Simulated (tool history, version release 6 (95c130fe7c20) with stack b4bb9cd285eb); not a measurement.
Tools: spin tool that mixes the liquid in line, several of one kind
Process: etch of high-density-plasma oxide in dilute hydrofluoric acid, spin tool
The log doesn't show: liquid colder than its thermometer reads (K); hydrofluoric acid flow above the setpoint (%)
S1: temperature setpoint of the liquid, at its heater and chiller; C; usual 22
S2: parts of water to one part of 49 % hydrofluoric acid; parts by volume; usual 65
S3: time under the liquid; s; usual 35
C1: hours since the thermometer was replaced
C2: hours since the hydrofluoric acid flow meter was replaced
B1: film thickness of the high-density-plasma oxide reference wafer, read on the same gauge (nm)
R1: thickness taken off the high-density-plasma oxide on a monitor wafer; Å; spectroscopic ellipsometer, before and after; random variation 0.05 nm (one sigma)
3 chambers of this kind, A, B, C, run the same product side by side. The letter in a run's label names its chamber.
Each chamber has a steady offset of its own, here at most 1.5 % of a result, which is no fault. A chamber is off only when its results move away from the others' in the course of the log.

run,hour,S1,S2,S3,C1,C2,B1,R1
1A,3.9,22,65,35,1339.3,384.3,30.017,50.49
2B,6.3,22,65,35,192.5,417.5,29.974,49.749
3C,8.2,22,65,35,1339.8,234.6,29.978,49.296
4B,11.8,22,65,35,198,423,29.972,50.201
5A,13.8,22,65,35,1349.2,394.2,29.972,50.486
6C,17.1,22,65,35,1348.7,243.5,30.02,50.156
7C,19.9,22,65,35,1351.5,246.3,30.012,49.855
8B,22.4,22,65,35,208.6,433.6,29.98,49.613
9A,26.9,22,65,35,1362.3,407.3,29.983,50.934
10A,30.4,22,65,35,1365.8,410.8,30.034,50.243
11B,33.2,22,75,25,219.4,444.4,29.969,30.922
12C,36.6,22,75,25,1368.2,263,30.004,30.301
13A,40.7,22,75,25,1376.1,421.1,29.993,30.747
14B,43.6,25,65,35,229.8,454.8,30.027,56.742
15C,47.1,25,65,35,1378.7,273.5,29.955,56.993
16A,50.5,25,65,35,1385.9,430.9,29.961,56.117
17B,53.7,22,65,35,239.9,464.9,30.013,50.173
18C,56.5,22,65,35,1388.1,282.9,29.984,50.175
19B,60,22,65,35,246.2,471.2,30.021,50.204
20A,63.6,22,65,35,1399,444,30.026,48.572
21C,66.9,22,65,35,1398.5,293.3,30.031,50.767
22B,69.3,22,65,35,255.5,480.5,30.016,49.991
23A,72.7,22,65,35,1408.1,453.1,30.064,47.965
24C,76.9,22,65,35,1408.5,303.3,30.032,49.625
25A,79.6,22,65,35,1415,460,30.037,48.134
26B,82.6,22,65,35,268.8,493.8,30.006,50.553
27C,86,22,65,35,1417.6,312.4,29.979,51.524
28B,88.6,22,65,35,274.8,499.8,29.962,49.042
29A,92.3,22,65,35,1427.7,472.7,30.01,47.354
30C,94.9,22,65,35,1426.5,321.3,30.016,50.054
31A,97.9,22,95,15,1433.3,478.3,29.959,13.162
32C,101.9,22,95,15,1433.5,328.3,29.983,14.446
33B,104.4,22,95,15,290.6,515.6,30,14.166
34A,108.2,22,65,35,1443.6,488.6,30.021,46.456
35C,111.4,22,85,35,1443,337.8,30.019,38.053
36B,114.6,22,85,35,300.8,525.8,30.044,37.246

Is one chamber off against the others, does the gauge drift, or is nothing wrong? If a chamber is off, say which, and what the likeliest cause is.

Chamber A drifts away from the others.
Cause: liquid colder than its thermometer reads (K) = 2.25.
The log may not tell that from: hydrofluoric acid flow below the setpoint (%).

Here are 4 candidates for chamber A's next run, each the usual settings with a change, their results left as question marks. Which one brings its results back in line with what the others give on the usual settings?
In line means no further than this from the other chambers' mean on the usual settings: R1 1.7 Å
37A-1,117.8,19.5,65,35,,,,?
37A-2,117.8,22,60,35,,,,?
37A-3,117.8,21,75,35,,,,?
37A-4,117.8,22.5,55,35,,,,?

The other chambers' mean on the usual settings: R1 50.257 Å
run,R1
37A-1,41.019
37A-2,49.732
37A-3,37.59
37A-4,55.683
37A-2 brings the chamber back in line.
